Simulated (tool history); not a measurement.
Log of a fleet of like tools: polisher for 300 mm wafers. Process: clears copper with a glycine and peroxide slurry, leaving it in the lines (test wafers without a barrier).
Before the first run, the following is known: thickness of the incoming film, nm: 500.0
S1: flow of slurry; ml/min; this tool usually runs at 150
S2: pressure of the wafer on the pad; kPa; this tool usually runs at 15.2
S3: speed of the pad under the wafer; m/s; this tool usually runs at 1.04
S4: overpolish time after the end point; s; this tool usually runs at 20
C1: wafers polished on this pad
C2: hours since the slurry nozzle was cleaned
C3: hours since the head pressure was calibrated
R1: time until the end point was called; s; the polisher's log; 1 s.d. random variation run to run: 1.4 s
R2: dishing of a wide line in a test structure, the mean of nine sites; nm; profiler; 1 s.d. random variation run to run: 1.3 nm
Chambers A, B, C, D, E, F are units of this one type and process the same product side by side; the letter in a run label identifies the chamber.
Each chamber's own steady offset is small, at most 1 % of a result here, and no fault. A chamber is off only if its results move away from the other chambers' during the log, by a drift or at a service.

run,hour,S1,S2,S3,S4,C1,C2,C3,R1,R2
# hour 4.3: chamber C: worn pad replaced by a new one
1A,15.0,150,15.2,1.04,20,565,92.5,584.3,88.949,68.348
# hour 23.4: chamber F: worn pad replaced by a new one
# hour 27.4: chamber F: slurry nozzle cleaned
2F,28.1,150,15.2,1.04,20,31,0.7,686.4,86.355,66.871
# hour 35.8: chamber D: worn pad replaced by a new one
3D,38.2,150,15.2,1.04,20,16,117.1,662.3,88.582,66.232
4B,46.1,150,15.2,1.04,20,480,109.7,840.0,88.669,70.261
5E,54.6,150,15.2,1.04,20,940,622.9,984.0,87.168,69.412
6C,67.0,150,15.2,1.04,20,412,201.9,82.9,87.407,66.911
# hour 72.3: chamber F: head pressure recalibrated
# hour 75.1: chamber E: worn pad replaced by a new one
7E,80.6,150,15.2,1.04,20,36,648.9,1010.0,86.103,69.596
8A,90.2,150,15.2,1.04,20,1060,167.7,659.5,88.032,68.850
9B,105.4,150,15.2,1.04,20,870,169.0,899.3,90.988,70.837
10C,116.6,150,15.2,1.04,20,739,251.5,132.5,90.871,69.833
11F,123.6,150,15.2,1.04,20,659,96.2,51.4,88.699,67.436
# hour 131.6: chamber D: worn pad replaced by a new one
12D,138.2,150,15.2,1.04,20,44,217.1,762.3,88.352,66.777
# hour 139.3: chamber B: worn pad replaced by a new one
13B,147.1,150,15.2,1.16,12,51,210.7,941.0,80.878,48.585
14E,157.0,150,15.2,1.16,12,539,725.3,1086.4,80.642,49.136
15C,165.6,150,15.2,1.16,12,1061,300.5,181.5,79.709,49.584
16D,173.9,150,15.2,1.16,12,278,252.8,798.0,81.288,46.847
# hour 184.4: chamber C: slurry nozzle cleaned
17F,188.2,150,15.2,1.16,12,1084,160.8,116.0,80.671,50.013
# hour 197.1: chamber F: worn pad replaced by a new one
18A,198.0,150,15.2,1.16,12,1770,275.5,767.3,83.041,47.761
# hour 208.2: chamber E: slurry nozzle cleaned
19D,210.7,150,15.2,1.04,20,521,289.6,834.8,89.633,67.449
# hour 217.9: chamber E: head pressure recalibrated
# hour 219.8: chamber E: worn pad replaced by a new one
20E,221.7,150,15.2,1.04,20,12,13.5,3.8,87.421,70.491
# hour 226.3: chamber C: worn pad replaced by a new one
21F,231.6,150,15.2,1.04,20,227,204.2,159.4,88.062,68.631
# hour 232.6: chamber D: worn pad replaced by a new one
22B,242.8,150,15.2,1.04,20,681,306.4,1036.7,88.843,70.674
23A,252.8,150,15.2,1.04,20,2130,330.3,822.1,90.049,66.653
24C,260.2,150,15.2,1.04,20,223,75.8,276.1,86.703,68.214
25A,269.3,150,15.2,1.04,20,2239,346.8,838.6,89.182,68.597
# hour 271.8: chamber B: worn pad replaced by a new one
26D,277.2,150,15.2,1.04,20,293,356.1,901.3,90.141,66.590
27E,286.7,150,15.2,1.04,20,440,78.5,68.8,88.028,69.337
28C,294.7,150,15.2,1.04,20,450,110.3,310.6,90.879,66.587
29B,306.5,150,15.2,1.04,20,228,370.1,1100.4,90.019,69.704
# hour 313.3: chamber D: worn pad replaced by a new one
30F,314.4,185,15.2,0.88,20,772,287.0,242.2,96.050,63.401
31F,322.6,185,15.2,0.88,20,826,295.2,250.4,96.780,64.783
32B,337.3,185,15.2,0.88,20,431,400.9,1131.2,96.460,65.721
# hour 345.6: chamber C: head pressure recalibrated
33A,347.1,185,15.2,0.88,20,2751,424.6,916.4,104.310,61.487
34C,358.5,185,15.2,0.88,20,870,174.1,13.0,95.870,64.477
# hour 366.0: chamber F: worn pad replaced by a new one
# hour 369.6: chamber E: worn pad replaced by a new one
35E,374.0,185,15.2,0.88,20,29,165.8,156.1,95.770,63.961
36D,386.1,150,15.2,1.04,20,479,465.0,1010.2,86.698,69.434
# hour 394.4: chamber D: worn pad replaced by a new one
37E,396.8,150,15.2,1.04,20,179,188.6,178.9,87.870,72.664
# hour 401.7: chamber B: slurry nozzle cleaned
38B,408.5,150,15.2,1.04,20,900,6.8,1202.4,89.008,70.021
39A,418.9,150,15.2,1.04,20,3223,496.4,988.2,93.592,63.633
# hour 427.8: chamber C: worn pad replaced by a new one
40C,431.8,150,15.2,1.04,20,26,247.4,86.3,88.796,69.802
41F,438.7,150,13.1,1.28,20,478,411.3,366.5,81.975,71.591
42D,452.4,150,13.1,1.28,20,382,531.3,1076.5,84.654,68.979

All chambers now run identical settings, listed one chamber a line with results as question marks. What results will each chamber show?
43A,463.6,150,15.2,0.84,20,,,,?,?
43B,463.6,150,15.2,0.84,20,,,,?,?
43C,463.6,150,15.2,0.84,20,,,,?,?
43D,463.6,150,15.2,0.84,20,,,,?,?
43E,463.6,150,15.2,0.84,20,,,,?,?
43F,463.6,150,15.2,0.84,20,,,,?,?

run,R1,R2
43A,113.050,56.256
43B,107.330,62.835
43C,101.760,59.463
43D,104.360,60.515
43E,104.490,61.228
43F,101.620,64.862
